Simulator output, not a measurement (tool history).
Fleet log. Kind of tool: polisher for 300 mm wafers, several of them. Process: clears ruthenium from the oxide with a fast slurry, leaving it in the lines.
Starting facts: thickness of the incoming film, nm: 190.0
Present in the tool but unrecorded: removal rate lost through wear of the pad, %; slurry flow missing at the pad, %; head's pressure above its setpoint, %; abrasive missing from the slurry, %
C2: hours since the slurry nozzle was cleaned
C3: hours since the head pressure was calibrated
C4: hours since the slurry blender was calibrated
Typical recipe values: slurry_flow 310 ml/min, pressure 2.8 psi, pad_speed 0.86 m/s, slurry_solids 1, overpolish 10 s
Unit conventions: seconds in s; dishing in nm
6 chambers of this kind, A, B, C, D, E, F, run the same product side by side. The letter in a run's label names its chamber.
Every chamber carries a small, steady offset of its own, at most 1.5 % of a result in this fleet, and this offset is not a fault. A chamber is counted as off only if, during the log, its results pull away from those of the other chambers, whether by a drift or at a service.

run 1E day=0.2 | slurry_flow=310 pressure=2.8 pad_speed=0.86 slurry_solids=1 overpolish=10 | wafers_polished_on_this_pad=319 C2=169.1 C3=564.5 C4=102.8 | seconds=56.866 dishing=27.804
run 2F day=0.292 | slurry_flow=310 pressure=2.8 pad_speed=0.86 slurry_solids=1 overpolish=10 | wafers_polished_on_this_pad=145 C2=39.7 C3=131.6 C4=263.2 | seconds=55.553 dishing=29.598
run 3A day=0.408 | slurry_flow=310 pressure=2.8 pad_speed=0.86 slurry_solids=1 overpolish=10 | wafers_polished_on_this_pad=235 C2=390.5 C3=439.2 C4=378 | seconds=54.893 dishing=28.539
run 4B day=0.592 | slurry_flow=310 pressure=2.8 pad_speed=0.86 slurry_solids=1 overpolish=10 | wafers_polished_on_this_pad=171 C2=502.9 C3=686.1 C4=292.7 | seconds=57.401 dishing=27.876
run 5C day=0.758 | slurry_flow=310 pressure=2.8 pad_speed=0.86 slurry_solids=1 overpolish=10 | wafers_polished_on_this_pad=434 C2=36.1 C3=849.8 C4=34.1 | seconds=56.262 dishing=28.174
run 6D day=0.912 | slurry_flow=310 pressure=2.8 pad_speed=0.86 slurry_solids=1 overpolish=10 | wafers_polished_on_this_pad=657 C2=239.6 C3=37.5 C4=71.7 | seconds=54.236 dishing=29.539
run 7D day=1.054 | slurry_flow=310 pressure=2.8 pad_speed=0.86 slurry_solids=1 overpolish=10 | wafers_polished_on_this_pad=695 C2=243 C3=40.9 C4=75.1 | seconds=54.675 dishing=28.161
run 8A day=1.179 | slurry_flow=310 pressure=2.8 pad_speed=0.86 slurry_solids=1 overpolish=10 | wafers_polished_on_this_pad=439 C2=409 C3=457.7 C4=396.5 | seconds=56.172 dishing=28.19
-- day=1.329 chamber E: slurry blender recalibrated
run 9B day=1.371 | slurry_flow=310 pressure=2.8 pad_speed=0.86 slurry_solids=1 overpolish=10 | wafers_polished_on_this_pad=377 C2=521.6 C3=704.8 C4=311.4 | seconds=57.12 dishing=28.824
run 10E day=1.533 | slurry_flow=310 pressure=2.8 pad_speed=0.86 slurry_solids=1 overpolish=10 | wafers_polished_on_this_pad=672 C2=201.1 C3=596.5 C4=5 | seconds=55.474 dishing=28.644
-- day=1.621 chamber F: worn pad replaced by a new one
run 11C day=1.717 | slurry_flow=310 pressure=2.8 pad_speed=0.86 slurry_solids=1 overpolish=10 | wafers_polished_on_this_pad=688 C2=59.1 C3=872.8 C4=57.1 | seconds=57.69 dishing=28.222
-- day=1.833 chamber A: slurry blender recalibrated
run 12F day=1.833 | slurry_flow=310 pressure=2.8 pad_speed=0.86 slurry_solids=1 overpolish=10 | wafers_polished_on_this_pad=56 C2=76.7 C3=168.6 C4=300.2 | seconds=53.645 dishing=30.092
run 13E day=1.933 | slurry_flow=310 pressure=2.8 pad_speed=1.16 slurry_solids=0.8 overpolish=10 | wafers_polished_on_this_pad=778 C2=210.7 C3=606.1 C4=14.6 | seconds=46.076 dishing=34.057
run 14A day=2.054 | slurry_flow=310 pressure=2.8 pad_speed=1.16 slurry_solids=0.8 overpolish=10 | wafers_polished_on_this_pad=670 C2=430 C3=478.7 C4=5.4 | seconds=46.494 dishing=33.912
run 15D day=2.154 | slurry_flow=310 pressure=2.8 pad_speed=1.16 slurry_solids=0.8 overpolish=10 | wafers_polished_on_this_pad=986 C2=269.4 C3=67.3 C4=101.5 | seconds=46.848 dishing=35.279
run 16C day=2.288 | slurry_flow=310 pressure=2.8 pad_speed=1.16 slurry_solids=0.8 overpolish=10 | wafers_polished_on_this_pad=839 C2=72.8 C3=886.5 C4=70.8 | seconds=46.847 dishing=31.915
run 17B day=2.388 | slurry_flow=310 pressure=2.8 pad_speed=1.16 slurry_solids=0.8 overpolish=10 | wafers_polished_on_this_pad=646 C2=546 C3=729.2 C4=335.8 | seconds=46.508 dishing=33.639
run 18F day=2.554 | slurry_flow=310 pressure=2.8 pad_speed=1.16 slurry_solids=0.8 overpolish=10 | wafers_polished_on_this_pad=247 C2=94 C3=185.9 C4=317.5 | seconds=46.108 dishing=34.613
-- day=2.604 chamber D: worn pad replaced by a new one
-- day=2.617 chamber E: worn pad replaced by a new one
run 19A day=2.642 | slurry_flow=310 pressure=2.8 pad_speed=0.86 slurry_solids=1 overpolish=10 | wafers_polished_on_this_pad=826 C2=444.1 C3=492.8 C4=19.5 | seconds=55.886 dishing=28.254
run 20D day=2.821 | slurry_flow=310 pressure=2.8 pad_speed=0.86 slurry_solids=1 overpolish=10 | wafers_polished_on_this_pad=57 C2=285.4 C3=83.3 C4=117.5 | seconds=56.945 dishing=28.348
-- day=2.942 chamber B: slurry nozzle cleaned
run 21E day=3.017 | slurry_flow=310 pressure=2.8 pad_speed=0.86 slurry_solids=1 overpolish=10 | wafers_polished_on_this_pad=106 C2=236.7 C3=632.1 C4=40.6 | seconds=57.034 dishing=28.311
run 22B day=3.133 | slurry_flow=310 pressure=2.8 pad_speed=0.86 slurry_solids=1 overpolish=10 | wafers_polished_on_this_pad=843 C2=4.7 C3=747.1 C4=353.7 | seconds=55.09 dishing=27.626
-- day=3.221 chamber A: worn pad replaced by a new one
run 23F day=3.267 | slurry_flow=310 pressure=2.8 pad_speed=0.86 slurry_solids=1 overpolish=10 | wafers_polished_on_this_pad=435 C2=111.1 C3=203 C4=334.6 | seconds=58.222 dishing=27.897
run 24C day=3.462 | slurry_flow=310 pressure=2.8 pad_speed=0.86 slurry_solids=1 overpolish=10 | wafers_polished_on_this_pad=1149 C2=101 C3=914.7 C4=99 | seconds=56.603 dishing=29.001
-- day=3.533 chamber B: worn pad replaced by a new one
run 25A day=3.558 | slurry_flow=310 pressure=2.8 pad_speed=0.86 slurry_solids=1 overpolish=10 | wafers_polished_on_this_pad=90 C2=466.1 C3=514.8 C4=41.5 | seconds=55.224 dishing=29.19
run 26B day=3.654 | slurry_flow=310 pressure=2.8 pad_speed=0.86 slurry_solids=1 overpolish=10 | wafers_polished_on_this_pad=32 C2=17.2 C3=759.6 C4=366.2 | seconds=55.15 dishing=28.922
-- day=3.696 chamber F: worn pad replaced by a new one
run 27C day=3.783 | slurry_flow=310 pressure=2.8 pad_speed=0.86 slurry_solids=1 overpolish=10 | wafers_polished_on_this_pad=1234 C2=108.7 C3=922.4 C4=106.7 | seconds=56.174 dishing=28.546
-- day=3.8 chamber C: worn pad replaced by a new one
run 28F day=3.933 | slurry_flow=310 pressure=2.5 pad_speed=0.86 slurry_solids=0.75 overpolish=10 | wafers_polished_on_this_pad=63 C2=127.1 C3=219 C4=350.6 | seconds=76.962 dishing=21.217
run 29D day=4.125 | slurry_flow=310 pressure=2.5 pad_speed=0.86 slurry_solids=0.75 overpolish=10 | wafers_polished_on_this_pad=402 C2=316.7 C3=114.6 C4=148.8 | seconds=72.679 dishing=21.833
run 30E day=4.221 | slurry_flow=310 pressure=2.5 pad_speed=0.86 slurry_solids=0.75 overpolish=10 | wafers_polished_on_this_pad=425 C2=265.6 C3=661 C4=69.5 | seconds=71.244 dishing=22.599
run 31D day=4.421 | slurry_flow=310 pressure=2.5 pad_speed=0.86 slurry_solids=0.75 overpolish=10 | wafers_polished_on_this_pad=481 C2=323.8 C3=121.7 C4=155.9 | seconds=73.251 dishing=22.161
run 32B day=4.525 | slurry_flow=310 pressure=2.5 pad_speed=0.86 slurry_solids=0.75 overpolish=10 | wafers_polished_on_this_pad=263 C2=38.1 C3=780.5 C4=387.1 | seconds=73.662 dishing=22.428
run 33F day=4.7 | slurry_flow=310 pressure=2.5 pad_speed=0.86 slurry_solids=0.75 overpolish=10 | wafers_polished_on_this_pad=265 C2=145.5 C3=237.4 C4=369 | seconds=78.031 dishing=20.652
run 34A day=4.817 | slurry_flow=310 pressure=2.8 pad_speed=0.86 slurry_solids=1 overpolish=10 | wafers_polished_on_this_pad=423 C2=496.3 C3=545 C4=71.7 | seconds=55.482 dishing=28.561
run 35C day=4.975 | slurry_flow=310 pressure=2.8 pad_speed=0.86 slurry_solids=1 overpolish=10 | wafers_polished_on_this_pad=310 C2=137.3 C3=951 C4=135.3 | seconds=56.092 dishing=29.727
run 36E day=5.1 | slurry_flow=310 pressure=2.8 pad_speed=0.86 slurry_solids=1 overpolish=10 | wafers_polished_on_this_pad=657 C2=286.7 C3=682.1 C4=90.6 | seconds=54.692 dishing=28.968
-- day=5.129 chamber A: slurry nozzle cleaned
run 37B day=5.242 | slurry_flow=310 pressure=2.8 pad_speed=0.86 slurry_solids=1 overpolish=10 | wafers_polished_on_this_pad=452 C2=55.3 C3=797.7 C4=404.3 | seconds=56.5 dishing=27.405
run 38E day=5.404 | slurry_flow=310 pressure=2.8 pad_speed=0.86 slurry_solids=1 overpolish=10 | wafers_polished_on_this_pad=738 C2=294 C3=689.4 C4=97.9 | seconds=56.87 dishing=27.54
run 39F day=5.583 | slurry_flow=310 pressure=2.8 pad_speed=0.64 slurry_solids=1 overpolish=10 | wafers_polished_on_this_pad=499 C2=166.7 C3=258.6 C4=390.2 | seconds=84.456 dishing=19.639
run 40A day=5.675 | slurry_flow=310 pressure=2.8 pad_speed=0.64 slurry_solids=1 overpolish=10 | wafers_polished_on_this_pad=650 C2=13.1 C3=565.6 C4=92.3 | seconds=74.922 dishing=22.349

What goes on in this fleet: one chamber off, a drifting gauge, or nothing beyond the chambers' own small offsets? Name the chamber and the cause, if any.

It is chamber F that slowly wanders off from its peers.
Most likely cause: abrasive missing from the slurry, % = 27.2.
Not necessarily distinguishable in this log from: head's pressure below its setpoint, %.

Below are 4 candidate recipes for chamber F's next run, each the usual settings with a change, their results shown as question marks. Which of them brings F's results back in line with what the other chambers give on the usual settings?
Maximum distance from the other chambers' mean on the usual settings for a result to count as in line: seconds 2.9 s; dishing 2.1 nm
run 41F-1 day=5.817 | slurry_flow=310 pressure=2.6 pad_speed=0.8 slurry_solids=1 overpolish=10 | seconds=? dishing=?
run 41F-2 day=5.817 | slurry_flow=305 pressure=2.5 pad_speed=0.78 slurry_solids=0.95 overpolish=10 | seconds=? dishing=?
run 41F-3 day=5.817 | slurry_flow=315 pressure=3.1 pad_speed=0.94 slurry_solids=1.05 overpolish=10 | seconds=? dishing=?
run 41F-4 day=5.817 | slurry_flow=310 pressure=3 pad_speed=0.92 slurry_solids=1 overpolish=10 | seconds=? dishing=?

What the other chambers average on the usual settings: seconds 55.822 s; dishing 28.451 nm
run=41F-1 seconds=73.897 dishing=21.785
run=41F-2 seconds=81.082 dishing=19.965
run=41F-3 seconds=51.436 dishing=30.458
run=41F-4 seconds=55.762 dishing=28.29
41F-4 puts the chamber back in line with the other chambers.

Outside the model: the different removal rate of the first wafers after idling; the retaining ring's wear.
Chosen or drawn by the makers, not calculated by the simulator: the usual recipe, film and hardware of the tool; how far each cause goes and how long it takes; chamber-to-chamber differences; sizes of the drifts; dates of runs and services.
